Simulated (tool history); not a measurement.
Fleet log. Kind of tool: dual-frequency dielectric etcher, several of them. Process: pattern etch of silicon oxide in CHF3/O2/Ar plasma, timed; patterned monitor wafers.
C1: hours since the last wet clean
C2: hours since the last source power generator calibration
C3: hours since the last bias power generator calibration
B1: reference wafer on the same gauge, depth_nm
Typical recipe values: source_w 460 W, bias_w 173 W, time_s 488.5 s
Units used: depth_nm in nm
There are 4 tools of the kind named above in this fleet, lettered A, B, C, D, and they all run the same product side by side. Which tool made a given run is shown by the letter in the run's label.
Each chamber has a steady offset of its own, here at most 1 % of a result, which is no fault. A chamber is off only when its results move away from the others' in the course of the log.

{"run": "1D", "hour": 3.5, "source_w": 460, "bias_w": 173, "time_s": 488.5, "C1": 439.3, "C2": 2446.9, "C3": 285.5, "B1": 928.05, "depth_nm": 853.48}
{"run": "2C", "hour": 8.3, "source_w": 460, "bias_w": 173, "time_s": 488.5, "C1": 323.7, "C2": 3430.4, "C3": 316.7, "B1": 928.29, "depth_nm": 862.57}
{"run": "3A", "hour": 11.9, "source_w": 460, "bias_w": 173, "time_s": 488.5, "C1": 13.0, "C2": 1696.9, "C3": 2845.4, "B1": 928.48, "depth_nm": 860.75}
{"run": "4B", "hour": 17.2, "source_w": 460, "bias_w": 173, "time_s": 488.5, "C1": 110.4, "C2": 1427.6, "C3": 1992.1, "B1": 928.5, "depth_nm": 852.26}
{"hour": 17.7, "done": "chamber D: wet clean of the chamber"}
{"run": "5C", "hour": 22.8, "source_w": 370, "bias_w": 173, "time_s": 393.0, "C1": 338.2, "C2": 3444.9, "C3": 331.2, "B1": 928.9, "depth_nm": 636.54}
{"run": "6A", "hour": 26.5, "source_w": 370, "bias_w": 173, "time_s": 393.0, "C1": 27.6, "C2": 1711.5, "C3": 2860.0, "B1": 928.65, "depth_nm": 639.54}
{"run": "7B", "hour": 33.2, "source_w": 370, "bias_w": 173, "time_s": 393.0, "C1": 126.4, "C2": 1443.6, "C3": 2008.1, "B1": 929.09, "depth_nm": 632.54}
{"run": "8D", "hour": 39.4, "source_w": 370, "bias_w": 173, "time_s": 393.0, "C1": 21.7, "C2": 2482.8, "C3": 321.4, "B1": 929.19, "depth_nm": 631.47}
{"run": "9D", "hour": 43.4, "source_w": 460, "bias_w": 173, "time_s": 488.5, "C1": 25.7, "C2": 2486.8, "C3": 325.4, "B1": 929.42, "depth_nm": 855.61}
{"run": "10B", "hour": 47.2, "source_w": 460, "bias_w": 173, "time_s": 488.5, "C1": 140.4, "C2": 1457.6, "C3": 2022.1, "B1": 929.27, "depth_nm": 855.85}
{"run": "11A", "hour": 53.0, "source_w": 460, "bias_w": 173, "time_s": 488.5, "C1": 54.1, "C2": 1738.0, "C3": 2886.5, "B1": 929.59, "depth_nm": 860.91}
{"run": "12C", "hour": 57.2, "source_w": 500, "bias_w": 131, "time_s": 488.5, "C1": 372.6, "C2": 3479.3, "C3": 365.6, "B1": 929.78, "depth_nm": 812.8}
{"run": "13A", "hour": 61.5, "source_w": 500, "bias_w": 131, "time_s": 488.5, "C1": 62.6, "C2": 1746.5, "C3": 2895.0, "B1": 930.03, "depth_nm": 814.54}
{"run": "14B", "hour": 67.3, "source_w": 500, "bias_w": 131, "time_s": 488.5, "C1": 160.5, "C2": 1477.7, "C3": 2042.2, "B1": 930.08, "depth_nm": 803.05}
{"run": "15C", "hour": 72.1, "source_w": 500, "bias_w": 131, "time_s": 488.5, "C1": 387.5, "C2": 3494.2, "C3": 380.5, "B1": 930.4, "depth_nm": 812.96}
{"run": "16D", "hour": 76.9, "source_w": 460, "bias_w": 173, "time_s": 488.5, "C1": 59.2, "C2": 2520.3, "C3": 358.9, "B1": 930.46, "depth_nm": 855.68}
{"run": "17B", "hour": 82.0, "source_w": 460, "bias_w": 173, "time_s": 488.5, "C1": 175.2, "C2": 1492.4, "C3": 2056.9, "B1": 930.54, "depth_nm": 855.02}
{"run": "18D", "hour": 86.2, "source_w": 460, "bias_w": 173, "time_s": 488.5, "C1": 68.5, "C2": 2529.6, "C3": 368.2, "B1": 930.43, "depth_nm": 856.79}
{"run": "19C", "hour": 92.1, "source_w": 460, "bias_w": 173, "time_s": 488.5, "C1": 407.5, "C2": 3514.2, "C3": 400.5, "B1": 930.6, "depth_nm": 864.49}
{"run": "20A", "hour": 98.5, "source_w": 460, "bias_w": 173, "time_s": 488.5, "C1": 99.6, "C2": 1783.5, "C3": 2932.0, "B1": 930.83, "depth_nm": 861.85}
{"run": "21A", "hour": 103.8, "source_w": 460, "bias_w": 144, "time_s": 431.0, "C1": 104.9, "C2": 1788.8, "C3": 2937.3, "B1": 931.44, "depth_nm": 717.62}
{"run": "22C", "hour": 108.4, "source_w": 460, "bias_w": 144, "time_s": 431.0, "C1": 423.8, "C2": 3530.5, "C3": 416.8, "B1": 931.55, "depth_nm": 718.2}
{"run": "23B", "hour": 112.3, "source_w": 460, "bias_w": 144, "time_s": 431.0, "C1": 205.5, "C2": 1522.7, "C3": 2087.2, "B1": 931.47, "depth_nm": 709.08}
{"run": "24D", "hour": 115.7, "source_w": 460, "bias_w": 144, "time_s": 431.0, "C1": 98.0, "C2": 2559.1, "C3": 397.7, "B1": 931.38, "depth_nm": 711.13}
{"run": "25D", "hour": 119.7, "source_w": 460, "bias_w": 173, "time_s": 488.5, "C1": 102.0, "C2": 2563.1, "C3": 401.7, "B1": 931.73, "depth_nm": 857.6}
{"run": "26B", "hour": 125.8, "source_w": 460, "bias_w": 173, "time_s": 488.5, "C1": 219.0, "C2": 1536.2, "C3": 2100.7, "B1": 931.69, "depth_nm": 855.86}
{"run": "27A", "hour": 131.9, "source_w": 460, "bias_w": 173, "time_s": 488.5, "C1": 133.0, "C2": 1816.9, "C3": 2965.4, "B1": 931.94, "depth_nm": 864.22}

Is one chamber off against the others, does the gauge drift, or is nothing wrong? If a chamber is off, say which, and what the likeliest cause is.

No chamber is off; the gauge reading every chamber's wafers drifts, which makes the whole fleet appear to move together.
What lies behind it: gauge reads high (%) = 0.461.
